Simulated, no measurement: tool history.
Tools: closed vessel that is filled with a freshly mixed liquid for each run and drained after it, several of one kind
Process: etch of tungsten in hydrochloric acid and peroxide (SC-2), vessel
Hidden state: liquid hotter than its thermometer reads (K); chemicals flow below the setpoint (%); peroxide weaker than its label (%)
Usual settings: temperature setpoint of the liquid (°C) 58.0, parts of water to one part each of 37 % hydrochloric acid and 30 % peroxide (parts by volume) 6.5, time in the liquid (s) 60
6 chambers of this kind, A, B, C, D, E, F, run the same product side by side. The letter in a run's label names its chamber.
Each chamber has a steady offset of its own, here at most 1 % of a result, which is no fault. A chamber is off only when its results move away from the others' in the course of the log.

run     day  temperature setpoint of the liquid (°C)  parts of water to one part each of 37 % hydrochloric acid and 30 % peroxide (parts by volume)  time in the liquid (s)  hours since the thermometer was replaced  hours since the chemicals flow meter was replaced  hours since the drum of peroxide was connected  read-back film thickness of the tungsten reference wafer, read on the same gauge (nm)  thickness taken off the tungsten on a monitor wafer (angstrom)
 1C   0.596                                     58.0                                                                                            6.5                      60                                    1647.1                                             1768.3                                           386.1                                                                                 60.008                                                          248.19
 2D   1.142                                     58.0                                                                                            6.5                      60                                     602.5                                             1018.1                                            29.3                                                                                 59.996                                                          250.00
 3B   1.533                                     58.0                                                                                            6.5                      60                                     192.4                                             1062.9                                           360.2                                                                                 60.003                                                          252.61
 4A   1.946                                     58.0                                                                                            6.5                      60                                     159.2                                              446.1                                           246.1                                                                                 60.012                                                          250.27
      1.979  -- chamber E: new drum of peroxide connected
 5E   2.504                                     58.0                                                                                            6.5                      60                                    2353.8                                               80.2                                            12.6                                                                                 60.005                                                          250.17
      2.862  -- chamber C: chemicals flow meter replaced
 6F   3.054                                     58.0                                                                                            6.5                      60                                    1312.8                                              245.5                                           723.4                                                                                 60.014                                                          245.91
 7E   3.625                                     58.0                                                                                            6.5                      60                                    2380.7                                              107.1                                            39.5                                                                                 60.001                                                          247.67
 8A   4.246                                     58.0                                                                                            6.5                      60                                     214.4                                              501.3                                           301.3                                                                                 59.983                                                          250.50
 9D   4.762                                     58.0                                                                                            6.5                      60                                     689.4                                             1105.0                                           116.2                                                                                 60.007                                                          251.66
      4.879  -- chamber F: new drum of peroxide connected
10B   5.350                                     58.0                                                                                            6.5                      60                                     284.0                                             1154.5                                           451.8                                                                                 59.990                                                          251.22
11F   5.896                                     58.0                                                                                            6.5                      60                                    1381.0                                              313.7                                            24.5                                                                                 59.984                                                          248.44
12C   6.267                                     58.0                                                                                            6.5                      60                                    1783.2                                               81.8                                           522.2                                                                                 59.992                                                          252.52
13B   6.742                                     58.0                                                                                            8.0                      60                                     317.4                                             1187.9                                           485.2                                                                                 60.012                                                          213.06
14C   7.108                                     58.0                                                                                            8.0                      60                                    1803.4                                              102.0                                           542.4                                                                                 59.990                                                          213.35
15F   7.712                                     58.0                                                                                            8.0                      60                                    1424.6                                              357.3                                            68.1                                                                                 59.988                                                          211.03
16E   8.212                                     58.0                                                                                            8.0                      60                                    2490.8                                              217.2                                           149.6                                                                                 60.007                                                          212.92
17D   8.550                                     58.0                                                                                            8.0                      60                                     780.3                                             1195.9                                           207.1                                                                                 59.978                                                          213.42
18A   9.029                                     58.0                                                                                            8.0                      60                                     329.2                                              616.1                                           416.1                                                                                 60.011                                                          215.17
19C   9.621                                     58.0                                                                                            6.5                      60                                    1863.7                                              162.3                                           602.7                                                                                 60.001                                                          249.74
20B  10.000                                     50.5                                                                                            6.5                      60                                     395.6                                             1266.1                                           563.4                                                                                 59.988                                                          157.05
     10.212  -- chamber F: chemicals flow meter replaced
21A  10.346                                     50.5                                                                                            6.5                      60                                     360.8                                              647.7                                           447.7                                                                                 59.996                                                          152.30
22E  10.671                                     50.5                                                                                            6.5                      60                                    2549.8                                              276.2                                           208.6                                                                                 59.994                                                          155.58
23F  11.075                                     50.5                                                                                            6.5                      60                                    1505.3                                               20.8                                           148.8                                                                                 59.992                                                          154.16
24D  11.379                                     50.5                                                                                            6.5                      60                                     848.2                                             1263.8                                           275.0                                                                                 60.009                                                          151.96
25D  11.796                                     50.5                                                                                            6.5                      60                                     858.2                                             1273.8                                           285.0                                                                                 59.994                                                          153.73
26B  12.342                                     58.0                                                                                            6.5                      60                                     451.8                                             1322.3                                           619.6                                                                                 59.984                                                          253.34
27A  12.621                                     58.0                                                                                            6.5                      60                                     415.4                                              702.3                                           502.3                                                                                 60.005                                                          252.45
28F  12.992                                     58.0                                                                                            6.5                      60                                    1551.3                                               66.8                                           194.8                                                                                 59.984                                                          249.51
29E  13.304                                     58.0                                                                                            6.5                      60                                    2613.0                                              339.4                                           271.8                                                                                 60.003                                                          249.91
30C  13.629                                     58.0                                                                                            6.5                      60                                    1959.9                                              258.5                                           698.9                                                                                 59.997                                                          251.72
     13.954  -- chamber C: thermometer replaced
31B  14.042                                     58.0                                                                                            6.5                      60                                     492.6                                             1363.1                                           660.4                                                                                 60.014                                                          252.00
32D  14.642                                     58.0                                                                                            6.5                      60                                     926.5                                             1342.1                                           353.3                                                                                 59.988                                                          249.82
     14.821  -- chamber D: new drum of peroxide connected
33C  15.029                                     58.0                                                                                            6.5                      60                                      25.8                                              292.1                                           732.5                                                                                 60.006                                                          250.60
34E  15.300                                     58.0                                                                                            8.0                      40                                    2660.9                                              387.3                                           319.7                                                                                 60.005                                                          141.21
35A  15.867                                     58.0                                                                                            8.0                      40                                     493.3                                              780.2                                           580.2                                                                                 60.001                                                          141.70
36F  16.233                                     58.0                                                                                            8.0                      40                                    1629.1                                              144.6                                           272.6                                                                                 59.992                                                          142.42
37B  16.567                                     58.0                                                                                            8.0                      40                                     553.2                                             1423.7                                           721.0                                                                                 59.985                                                          142.01
38C  16.858                                     58.0                                                                                            8.0                      40                                      69.7                                              336.0                                           776.4                                                                                 60.011                                                          143.16
     17.092  -- chamber F: thermometer replaced
39D  17.383                                     58.0                                                                                            8.0                      40                                     992.3                                             1407.9                                            61.5                                                                                 60.018                                                          142.17
40E  17.879                                     58.0                                                                                            6.5                      60                                    2722.8                                              449.2                                           381.6                                                                                 59.995                                                          249.51
41A  18.183                                     58.0                                                                                            6.5                      60                                     548.9                                              835.8                                           635.8                                                                                 59.988                                                          251.92
     18.308  -- chamber E: thermometer replaced
42F  18.729                                     58.0                                                                                            6.5                      60                                      39.4                                              204.5                                           332.5                                                                                 60.016                                                          248.41
43E  19.288                                     58.0                                                                                            6.5                      60                                      23.5                                              483.0                                           415.4                                                                                 60.012                                                          250.05
44A  19.800                                     58.0                                                                                            6.5                      60                                     587.7                                              874.6                                           674.6                                                                                 60.010                                                          250.04

Is one chamber off against the others, does the gauge drift, or is nothing wrong? If a chamber is off, say which, and what the likeliest cause is.

No chamber stands off beyond its own small offset, and the gauge holds steady.
